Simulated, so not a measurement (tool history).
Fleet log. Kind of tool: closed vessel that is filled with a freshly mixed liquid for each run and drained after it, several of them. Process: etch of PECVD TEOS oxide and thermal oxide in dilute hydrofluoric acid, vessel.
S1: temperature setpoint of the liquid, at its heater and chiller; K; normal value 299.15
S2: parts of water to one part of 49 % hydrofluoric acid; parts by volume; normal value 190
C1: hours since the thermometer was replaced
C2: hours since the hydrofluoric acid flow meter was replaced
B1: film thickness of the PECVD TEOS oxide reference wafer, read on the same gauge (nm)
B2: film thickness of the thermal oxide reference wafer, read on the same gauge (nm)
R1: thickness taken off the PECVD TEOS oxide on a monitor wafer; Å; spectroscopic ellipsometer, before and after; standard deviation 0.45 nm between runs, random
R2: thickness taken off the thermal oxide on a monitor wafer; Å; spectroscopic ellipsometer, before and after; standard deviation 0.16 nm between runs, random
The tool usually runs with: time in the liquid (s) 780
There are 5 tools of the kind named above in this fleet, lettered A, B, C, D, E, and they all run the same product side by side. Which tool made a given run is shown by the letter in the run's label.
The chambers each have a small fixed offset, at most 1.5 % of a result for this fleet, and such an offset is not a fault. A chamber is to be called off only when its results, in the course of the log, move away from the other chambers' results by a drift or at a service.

run 1E hour=7.3 | S1=299.15 S2=190 time_in_the_liquid_(s)=780 | C1=543.0 C2=227.1 | B1=69.947 B2=120.02 | R1=496.17 R2=193.19
run 2D hour=13.4 | S1=299.15 S2=190 time_in_the_liquid_(s)=780 | C1=130.8 C2=476.6 | B1=70.015 B2=119.99 | R1=503.38 R2=192.47
run 3C hour=18.4 | S1=299.15 S2=190 time_in_the_liquid_(s)=780 | C1=1604.1 C2=1445.5 | B1=69.995 B2=119.97 | R1=507.50 R2=195.88
run 4A hour=22.1 | S1=299.15 S2=190 time_in_the_liquid_(s)=780 | C1=634.8 C2=209.2 | B1=70.004 B2=120.00 | R1=499.57 R2=193.44
run 5B hour=27.9 | S1=299.15 S2=190 time_in_the_liquid_(s)=780 | C1=1300.1 C2=333.8 | B1=70.012 B2=119.98 | R1=506.71 R2=191.89
run 6B hour=34.9 | S1=299.15 S2=190 time_in_the_liquid_(s)=780 | C1=1307.1 C2=340.8 | B1=70.013 B2=120.01 | R1=501.82 R2=190.61
run 7D hour=42.7 | S1=299.15 S2=190 time_in_the_liquid_(s)=780 | C1=160.1 C2=505.9 | B1=69.993 B2=120.01 | R1=494.74 R2=192.42
run 8C hour=46.6 | S1=299.15 S2=190 time_in_the_liquid_(s)=780 | C1=1632.3 C2=1473.7 | B1=69.991 B2=120.00 | R1=508.86 R2=193.94
run 9E hour=52.6 | S1=299.15 S2=190 time_in_the_liquid_(s)=780 | C1=588.3 C2=272.4 | B1=70.015 B2=120.03 | R1=511.12 R2=196.01
run 10A hour=58.0 | S1=299.15 S2=190 time_in_the_liquid_(s)=780 | C1=670.7 C2=245.1 | B1=69.971 B2=120.02 | R1=498.11 R2=192.03
run 11A hour=63.4 | S1=299.15 S2=190 time_in_the_liquid_(s)=780 | C1=676.1 C2=250.5 | B1=69.999 B2=119.99 | R1=505.58 R2=192.70
run 12B hour=68.5 | S1=299.15 S2=190 time_in_the_liquid_(s)=780 | C1=1340.7 C2=374.4 | B1=70.012 B2=120.02 | R1=504.05 R2=193.97
run 13D hour=75.9 | S1=299.15 S2=190 time_in_the_liquid_(s)=780 | C1=193.3 C2=539.1 | B1=69.992 B2=120.00 | R1=495.89 R2=193.42
run 14E hour=81.2 | S1=299.15 S2=190 time_in_the_liquid_(s)=780 | C1=616.9 C2=301.0 | B1=70.020 B2=119.98 | R1=507.01 R2=193.82
run 15C hour=85.2 | S1=299.15 S2=190 time_in_the_liquid_(s)=780 | C1=1670.9 C2=1512.3 | B1=70.003 B2=120.02 | R1=514.34 R2=196.51
run 16D hour=88.9 | S1=299.15 S2=190 time_in_the_liquid_(s)=780 | C1=206.3 C2=552.1 | B1=69.956 B2=119.99 | R1=494.58 R2=191.88
run 17C hour=93.0 | S1=299.15 S2=190 time_in_the_liquid_(s)=780 | C1=1678.7 C2=1520.1 | B1=70.010 B2=120.01 | R1=510.92 R2=192.88
run 18B hour=100.3 | S1=299.15 S2=190 time_in_the_liquid_(s)=780 | C1=1372.5 C2=406.2 | B1=70.005 B2=120.00 | R1=504.96 R2=191.21
-- hour=108.0 chamber C: hydrofluoric acid flow meter replaced
run 19A hour=108.2 | S1=299.15 S2=190 time_in_the_liquid_(s)=780 | C1=720.9 C2=295.3 | B1=70.001 B2=120.00 | R1=499.72 R2=192.14
run 20E hour=113.9 | S1=299.15 S2=190 time_in_the_liquid_(s)=780 | C1=649.6 C2=333.7 | B1=69.984 B2=119.98 | R1=502.14 R2=193.59
-- hour=117.2 chamber E: thermometer replaced
run 21E hour=121.4 | S1=299.15 S2=190 time_in_the_liquid_(s)=780 | C1=4.2 C2=341.2 | B1=69.963 B2=119.99 | R1=510.14 R2=195.01
-- hour=122.9 chamber A: thermometer replaced
run 22B hour=127.2 | S1=299.15 S2=190 time_in_the_liquid_(s)=780 | C1=1399.4 C2=433.1 | B1=70.015 B2=120.02 | R1=486.00 R2=185.72
-- hour=133.0 chamber D: hydrofluoric acid flow meter replaced
run 23C hour=134.6 | S1=299.15 S2=190 time_in_the_liquid_(s)=780 | C1=1720.3 C2=26.6 | B1=70.010 B2=119.99 | R1=507.60 R2=193.25
run 24A hour=142.0 | S1=299.15 S2=190 time_in_the_liquid_(s)=780 | C1=19.2 C2=329.1 | B1=69.992 B2=119.98 | R1=501.62 R2=193.11
run 25D hour=147.6 | S1=299.15 S2=190 time_in_the_liquid_(s)=780 | C1=265.0 C2=14.7 | B1=69.995 B2=119.97 | R1=509.09 R2=192.39
run 26E hour=154.2 | S1=299.15 S2=190 time_in_the_liquid_(s)=780 | C1=37.0 C2=374.0 | B1=69.994 B2=120.00 | R1=499.64 R2=192.72
run 27A hour=162.4 | S1=299.15 S2=190 time_in_the_liquid_(s)=780 | C1=39.6 C2=349.5 | B1=70.006 B2=120.00 | R1=497.59 R2=192.16
run 28C hour=166.6 | S1=299.15 S2=190 time_in_the_liquid_(s)=780 | C1=1752.3 C2=58.6 | B1=69.977 B2=120.00 | R1=509.23 R2=195.99
run 29D hour=171.7 | S1=299.15 S2=190 time_in_the_liquid_(s)=780 | C1=289.1 C2=38.8 | B1=69.995 B2=120.00 | R1=503.40 R2=193.42
run 30B hour=176.7 | S1=299.15 S2=190 time_in_the_liquid_(s)=780 | C1=1448.9 C2=482.6 | B1=69.998 B2=120.00 | R1=475.25 R2=183.53
run 31E hour=183.7 | S1=299.15 S2=145 time_in_the_liquid_(s)=780 | C1=66.5 C2=403.5 | B1=70.003 B2=120.01 | R1=694.65 R2=270.49
run 32A hour=191.1 | S1=299.15 S2=145 time_in_the_liquid_(s)=780 | C1=68.3 C2=378.2 | B1=70.011 B2=119.99 | R1=687.65 R2=265.74

Next, all 5 chambers run the settings below, one line each with question marks for the results. What does each chamber give?
run 33A hour=196.9 | S1=299.15 S2=190 time_in_the_liquid_(s)=780 | R1=? R2=?
run 33B hour=196.9 | S1=299.15 S2=190 time_in_the_liquid_(s)=780 | R1=? R2=?
run 33C hour=196.9 | S1=299.15 S2=190 time_in_the_liquid_(s)=780 | R1=? R2=?
run 33D hour=196.9 | S1=299.15 S2=190 time_in_the_liquid_(s)=780 | R1=? R2=?
run 33E hour=196.9 | S1=299.15 S2=190 time_in_the_liquid_(s)=780 | R1=? R2=?

run=33A R1=500.26 R2=191.35
run=33B R1=466.53 R2=179.39
run=33C R1=515.12 R2=195.98
run=33D R1=508.58 R2=195.56
run=33E R1=503.49 R2=193.67
